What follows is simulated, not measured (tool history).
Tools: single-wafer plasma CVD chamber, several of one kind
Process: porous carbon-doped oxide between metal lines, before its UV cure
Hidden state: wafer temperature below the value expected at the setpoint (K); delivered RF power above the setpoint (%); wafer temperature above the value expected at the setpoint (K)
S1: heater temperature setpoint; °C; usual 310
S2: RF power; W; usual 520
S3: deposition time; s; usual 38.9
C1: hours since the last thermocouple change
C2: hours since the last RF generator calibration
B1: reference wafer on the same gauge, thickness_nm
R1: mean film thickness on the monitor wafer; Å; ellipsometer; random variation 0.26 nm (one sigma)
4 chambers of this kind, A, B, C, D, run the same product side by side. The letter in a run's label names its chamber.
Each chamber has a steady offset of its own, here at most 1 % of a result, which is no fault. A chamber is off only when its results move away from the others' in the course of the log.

Run 1C, hour 8.3: usual settings; C1 328.2; C2 1023.3; B1 218.07. Result: R1 2029.1 Å.
Run 2A, hour 18.7: usual settings; C1 43.3; C2 1438.3; B1 217.97. Result: R1 2041.2 Å.
Run 3D, hour 27: usual settings; C1 370.4; C2 1672.8; B1 217.92. Result: R1 2015.7 Å.
Run 4B, hour 33: usual settings; C1 85.1; C2 2529.2; B1 217.95. Result: R1 2020.7 Å.
At hour 37.2: chamber B: RF generator calibrated.
Run 5C, hour 40.3: usual settings; C1 360.2; C2 1055.3; B1 217.92. Result: R1 2031.1 Å.
Run 6D, hour 51: usual settings but S2 600 W, S3 42.5 s; C1 394.4; C2 1696.8; B1 217.88. Result: R1 2414.5 Å.
Run 7B, hour 59.4: usual settings but S2 600 W, S3 42.5 s; C1 111.5; C2 22.2; B1 217.8. Result: R1 2421.6 Å.
Run 8A, hour 71.2: usual settings but S2 600 W, S3 42.5 s; C1 95.8; C2 1490.8; B1 217.75. Result: R1 2438.6 Å.
Run 9C, hour 82.5: usual settings but S2 600 W, S3 42.5 s; C1 402.4; C2 1097.5; B1 217.75. Result: R1 2432.9 Å.
Run 10B, hour 90.2: usual settings; C1 142.3; C2 53; B1 217.77. Result: R1 2020.4 Å.
Run 11A, hour 99.2: usual settings; C1 123.8; C2 1518.8; B1 217.7. Result: R1 2038.1 Å.
At hour 107.1: chamber A: RF generator calibrated.
Run 12D, hour 107.5: usual settings but S1 299 °C; C1 450.9; C2 1753.3; B1 217.75. Result: R1 2143.9 Å.
Run 13A, hour 115.6: usual settings but S1 299 °C; C1 140.2; C2 8.5; B1 217.68. Result: R1 2167.8 Å.
Run 14D, hour 120.9: usual settings but S1 299 °C; C1 464.3; C2 1766.7; B1 217.62. Result: R1 2143.4 Å.
Run 15B, hour 128: usual settings but S1 299 °C; C1 180.1; C2 90.8; B1 217.66. Result: R1 2151.3 Å.
Run 16C, hour 139.7: usual settings; C1 459.6; C2 1154.7; B1 217.63. Result: R1 2028.1 Å.
Run 17A, hour 147.7: usual settings; C1 172.3; C2 40.6; B1 217.61. Result: R1 2038.4 Å.
Run 18D, hour 158.2: usual settings; C1 501.6; C2 1804; B1 217.54. Result: R1 2013.8 Å.
Run 19C, hour 169.9: usual settings; C1 489.8; C2 1184.9; B1 217.42. Result: R1 2029.2 Å.
Run 20B, hour 177.3: usual settings; C1 229.4; C2 140.1; B1 217.51. Result: R1 2023.8 Å.
Run 21D, hour 183.9: usual settings; C1 527.3; C2 1829.7; B1 217.41. Result: R1 2011.8 Å.
Run 22A, hour 189.8: usual settings; C1 214.4; C2 82.7; B1 217.4. Result: R1 2034.6 Å.
Run 23C, hour 199.5: usual settings; C1 519.4; C2 1214.5; B1 217.38. Result: R1 2025.9 Å.
Run 24B, hour 205.8: usual settings; C1 257.9; C2 168.6; B1 217.39. Result: R1 2016.9 Å.
Run 25C, hour 214.5: usual settings but S3 44 s; C1 534.4; C2 1229.5; B1 217.32. Result: R1 2286.1 Å.
Run 26A, hour 224.5: usual settings but S3 44 s; C1 249.1; C2 117.4; B1 217.25. Result: R1 2297.3 Å.
Run 27B, hour 234.9: usual settings but S3 44 s; C1 287; C2 197.7; B1 217.36. Result: R1 2284.1 Å.
Run 28D, hour 244.8: usual settings but S3 44 s; C1 588.2; C2 1890.6; B1 217.27. Result: R1 2268 Å.
Run 29D, hour 251.6: usual settings; C1 595; C2 1897.4; B1 217.2. Result: R1 2013.9 Å.
Run 30B, hour 259.2: usual settings; C1 311.3; C2 222; B1 217.22. Result: R1 2018.5 Å.
Run 31A, hour 269.4: usual settings; C1 294; C2 162.3; B1 217.2. Result: R1 2035.2 Å.
Run 32C, hour 279.1: usual settings; C1 599; C2 1294.1; B1 217.16. Result: R1 2023.1 Å.
Run 33D, hour 291: usual settings; C1 634.4; C2 1936.8; B1 217.14. Result: R1 2007.6 Å.
At hour 297.3: chamber D: RF generator calibrated.
Run 34C, hour 298: usual settings; C1 617.9; C2 1313; B1 217.15. Result: R1 2023.4 Å.
Run 35A, hour 306: usual settings but S3 33.2 s; C1 330.6; C2 198.9; B1 217.08. Result: R1 1744.4 Å.
Run 36B, hour 313.3: usual settings but S3 33.2 s; C1 365.4; C2 276.1; B1 217.14. Result: R1 1727.3 Å.
Run 37D, hour 323.1: usual settings but S3 33.2 s; C1 666.5; C2 25.8; B1 217.03. Result: R1 1721.1 Å.
Run 38A, hour 328.9: usual settings but S3 33.2 s; C1 353.5; C2 221.8; B1 216.98. Result: R1 1741.6 Å.
Run 39C, hour 337: usual settings; C1 656.9; C2 1352; B1 217. Result: R1 2021.4 Å.
Run 40B, hour 345.3: usual settings; C1 397.4; C2 308.1; B1 217.05. Result: R1 2015.8 Å.
Run 41A, hour 355.6: usual settings; C1 380.2; C2 248.5; B1 216.95. Result: R1 2027.7 Å.
Run 42B, hour 363.2: usual settings; C1 415.3; C2 326; B1 216.89. Result: R1 2013.4 Å.
Run 43D, hour 375.3: usual settings; C1 718.7; C2 78; B1 216.89. Result: R1 1999.6 Å.

Next, every chamber runs the same settings. What will each give?
Run 44A, hour 384: usual settings. Result: R1 ?.
Run 44B, hour 384: usual settings. Result: R1 ?.
Run 44C, hour 384: usual settings. Result: R1 ?.
Run 44D, hour 384: usual settings. Result: R1 ?.

run      R1
44A  2030.5
44B  2011.8
44C  2023.1
44D  2009.1

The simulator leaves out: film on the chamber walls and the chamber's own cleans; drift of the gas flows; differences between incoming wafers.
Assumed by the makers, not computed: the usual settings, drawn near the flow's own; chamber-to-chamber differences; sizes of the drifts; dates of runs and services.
